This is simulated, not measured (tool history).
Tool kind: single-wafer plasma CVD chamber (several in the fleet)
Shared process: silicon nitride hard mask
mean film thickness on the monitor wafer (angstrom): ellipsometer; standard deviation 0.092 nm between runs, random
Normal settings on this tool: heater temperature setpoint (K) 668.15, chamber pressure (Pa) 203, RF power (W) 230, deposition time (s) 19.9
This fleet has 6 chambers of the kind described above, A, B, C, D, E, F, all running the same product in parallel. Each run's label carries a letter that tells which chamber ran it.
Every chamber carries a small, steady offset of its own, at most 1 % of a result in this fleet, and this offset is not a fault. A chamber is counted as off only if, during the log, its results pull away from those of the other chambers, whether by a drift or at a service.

run	hour	heater temperature setpoint (K)	chamber pressure (Pa)	RF power (W)	deposition time (s)	hours since the last thermocouple change	hours since the last RF generator calibration	hours since the last manometer calibration	read-back reference wafer on the same gauge, thickness_nm	mean film thickness on the monitor wafer (angstrom)
1C	6.0	668.15	203	230	19.9	812.3	49.0	1025.4	16.978	187.14
2B	15.5	668.15	203	230	19.9	129.6	748.5	1872.5	16.998	189.30
3A	23.1	668.15	203	230	19.9	157.8	1325.2	670.4	16.990	186.75
4E	29.7	668.15	203	230	19.9	494.5	1270.5	1019.0	17.025	188.11
5F	37.6	668.15	203	230	19.9	1309.9	1072.5	994.0	16.991	187.08
6D	43.2	668.15	203	230	19.9	242.5	709.5	538.3	17.014	189.65
7D	49.6	661.15	203	230	19.9	248.9	715.9	544.7	16.995	188.82
8B	54.4	661.15	203	230	19.9	168.5	787.4	1911.4	17.009	188.84
9F	59.7	661.15	203	230	19.9	1332.0	1094.6	1016.1	17.003	190.29
10E	65.3	661.15	203	230	19.9	530.1	1306.1	1054.6	17.003	188.82
11C	72.3	661.15	203	230	19.9	878.6	115.3	1091.7	17.014	188.49
12A	78.8	661.15	203	230	19.9	213.5	1380.9	726.1	16.982	189.33
13E	86.2	668.15	203	230	19.9	551.0	1327.0	1075.5	17.001	189.07
14F	93.9	668.15	203	230	19.9	1366.2	1128.8	1050.3	16.986	185.95
# hour 96.9: chamber F: thermocouple changed; heater temperature recalibrated
# hour 99.6: chamber A: RF generator calibrated
15A	102.9	668.15	203	230	19.9	237.6	3.4	750.2	17.000	185.68
16B	109.7	668.15	203	230	19.9	223.8	842.7	1966.7	17.010	187.80
17C	115.2	668.15	203	230	19.9	921.5	158.2	1134.6	16.990	187.90
18D	120.7	668.15	203	230	19.9	320.0	787.0	615.8	17.003	186.96
19E	127.8	668.15	203	230	19.9	592.6	1368.6	1117.1	16.999	187.09
20D	136.7	668.15	203	230	19.9	336.0	803.0	631.8	16.998	187.30
# hour 141.5: chamber B: capacitance manometer re-zeroed and calibrated
21F	146.6	668.15	223	270	19.9	49.8	1181.5	1103.0	17.000	212.37
22A	156.4	668.15	223	270	19.9	291.1	56.9	803.7	17.007	212.90
23C	162.1	668.15	223	270	19.9	968.4	205.1	1181.5	17.014	215.45
24B	168.9	668.15	223	270	19.9	283.0	901.9	27.5	16.998	217.25
# hour 169.7: chamber B: RF generator calibrated
25A	176.8	668.15	223	270	19.9	311.5	77.3	824.1	16.999	215.21
26B	185.9	668.15	223	270	19.9	300.0	16.3	44.5	17.019	216.73
27F	192.8	668.15	203	230	19.9	96.0	1227.7	1149.2	17.031	183.43
28D	197.4	668.15	203	230	19.9	396.7	863.7	692.5	16.988	188.79
29E	202.2	668.15	203	230	19.9	667.0	1443.0	1191.5	17.002	188.82
30C	207.9	668.15	203	230	19.9	1014.2	250.9	1227.3	17.005	187.86
31F	212.4	668.15	203	250	19.9	115.6	1247.3	1168.8	17.010	192.66
32B	219.2	668.15	203	250	19.9	333.3	49.6	77.8	16.987	201.02
33D	226.0	668.15	203	250	19.9	425.3	892.3	721.1	16.985	200.70
34E	232.9	668.15	203	250	19.9	697.7	1473.7	1222.2	17.010	200.11
35A	237.6	668.15	203	250	19.9	372.3	138.1	884.9	17.016	197.59
36C	244.7	668.15	203	250	19.9	1051.0	287.7	1264.1	17.006	199.46
37B	251.1	668.15	203	230	19.9	365.2	81.5	109.7	16.999	186.84
38C	260.6	668.15	203	230	19.9	1066.9	303.6	1280.0	17.026	186.56
39D	267.1	668.15	203	230	19.9	466.4	933.4	762.2	16.989	188.21
40F	271.8	668.15	203	230	19.9	175.0	1306.7	1228.2	16.968	177.28

Next, all 6 chambers run the settings below, one line each with question marks for the results. What does each chamber give?
41A	278.9	655.15	203	230	19.9					?
41B	278.9	655.15	203	230	19.9					?
41C	278.9	655.15	203	230	19.9					?
41D	278.9	655.15	203	230	19.9					?
41E	278.9	655.15	203	230	19.9					?
41F	278.9	655.15	203	230	19.9					?

run	mean film thickness on the monitor wafer (angstrom)
41A	187.35
41B	188.67
41C	189.33
41D	188.46
41E	189.54
41F	179.24

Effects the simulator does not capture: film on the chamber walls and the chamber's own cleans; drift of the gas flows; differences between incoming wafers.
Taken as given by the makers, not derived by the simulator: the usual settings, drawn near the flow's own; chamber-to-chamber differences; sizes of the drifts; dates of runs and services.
